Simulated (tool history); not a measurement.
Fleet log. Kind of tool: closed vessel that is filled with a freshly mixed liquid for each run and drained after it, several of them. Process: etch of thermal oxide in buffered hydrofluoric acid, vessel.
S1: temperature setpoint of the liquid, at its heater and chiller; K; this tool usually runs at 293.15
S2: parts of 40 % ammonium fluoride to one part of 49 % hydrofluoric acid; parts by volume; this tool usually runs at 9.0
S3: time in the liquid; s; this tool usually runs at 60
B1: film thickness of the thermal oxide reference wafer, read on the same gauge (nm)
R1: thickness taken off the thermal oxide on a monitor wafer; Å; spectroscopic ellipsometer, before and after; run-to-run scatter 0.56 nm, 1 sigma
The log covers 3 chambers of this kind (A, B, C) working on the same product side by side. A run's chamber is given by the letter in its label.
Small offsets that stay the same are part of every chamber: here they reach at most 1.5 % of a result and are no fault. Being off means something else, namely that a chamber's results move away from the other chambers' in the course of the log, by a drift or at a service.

| run | hour | S1 | S2 | S3 | B1 | R1 |
|---|---|---|---|---|---|---|
| 1C | 11.9 | 293.15 | 9.0 | 60 | 40.005 | 590.03 |
| 2B | 24.9 | 293.15 | 9.0 | 60 | 40.022 | 601.77 |
|  | 27.3 | chamber A: hydrofluoric acid flow meter replaced |
| 3A | 40.7 | 293.15 | 9.0 | 60 | 39.966 | 602.67 |
| 4B | 54.8 | 293.15 | 9.0 | 60 | 40.011 | 602.32 |
| 5A | 63.2 | 293.15 | 9.0 | 60 | 39.987 | 604.40 |
| 6C | 76.9 | 293.15 | 12.0 | 75 | 40.009 | 586.31 |
| 7B | 90.5 | 293.15 | 12.0 | 75 | 39.980 | 599.95 |
| 8A | 100.7 | 293.15 | 12.0 | 75 | 40.001 | 584.72 |
| 9C | 113.7 | 293.15 | 9.0 | 60 | 39.977 | 604.00 |
| 10A | 122.2 | 293.15 | 7.5 | 60 | 39.975 | 737.59 |
| 11B | 138.0 | 293.15 | 7.5 | 60 | 40.011 | 739.80 |
| 12C | 154.0 | 293.15 | 7.5 | 60 | 39.982 | 727.68 |
| 13B | 167.1 | 293.15 | 9.0 | 60 | 40.016 | 616.05 |
|  | 179.5 | chamber A: thermometer replaced |
| 14C | 180.9 | 293.15 | 9.0 | 60 | 40.016 | 602.86 |
| 15A | 191.9 | 293.15 | 9.0 | 60 | 39.979 | 595.08 |
| 16A | 203.1 | 293.15 | 9.0 | 60 | 39.990 | 597.23 |
| 17B | 210.9 | 293.15 | 9.0 | 60 | 40.004 | 606.65 |
| 18C | 222.6 | 295.15 | 9.0 | 60 | 39.991 | 660.70 |
| 19A | 237.6 | 295.15 | 9.0 | 60 | 39.987 | 678.42 |
| 20B | 248.6 | 295.15 | 9.0 | 60 | 39.977 | 685.12 |
| 21C | 263.3 | 293.15 | 9.0 | 60 | 40.000 | 594.93 |
| 22C | 277.2 | 293.15 | 9.0 | 60 | 40.022 | 597.49 |
| 23A | 291.0 | 293.15 | 9.0 | 60 | 40.047 | 586.52 |
| 24B | 306.5 | 293.15 | 9.0 | 60 | 40.022 | 607.15 |

All chambers now run identical settings, listed one chamber a line with results as question marks. What results will each chamber show?
| 25A | 318.0 | 293.15 | 9.0 | 30 |  | ? |
| 25B | 318.0 | 293.15 | 9.0 | 30 |  | ? |
| 25C | 318.0 | 293.15 | 9.0 | 30 |  | ? |

| run | R1 |
|---|---|
| 25A | 295.81 |
| 25B | 302.98 |
| 25C | 297.53 |
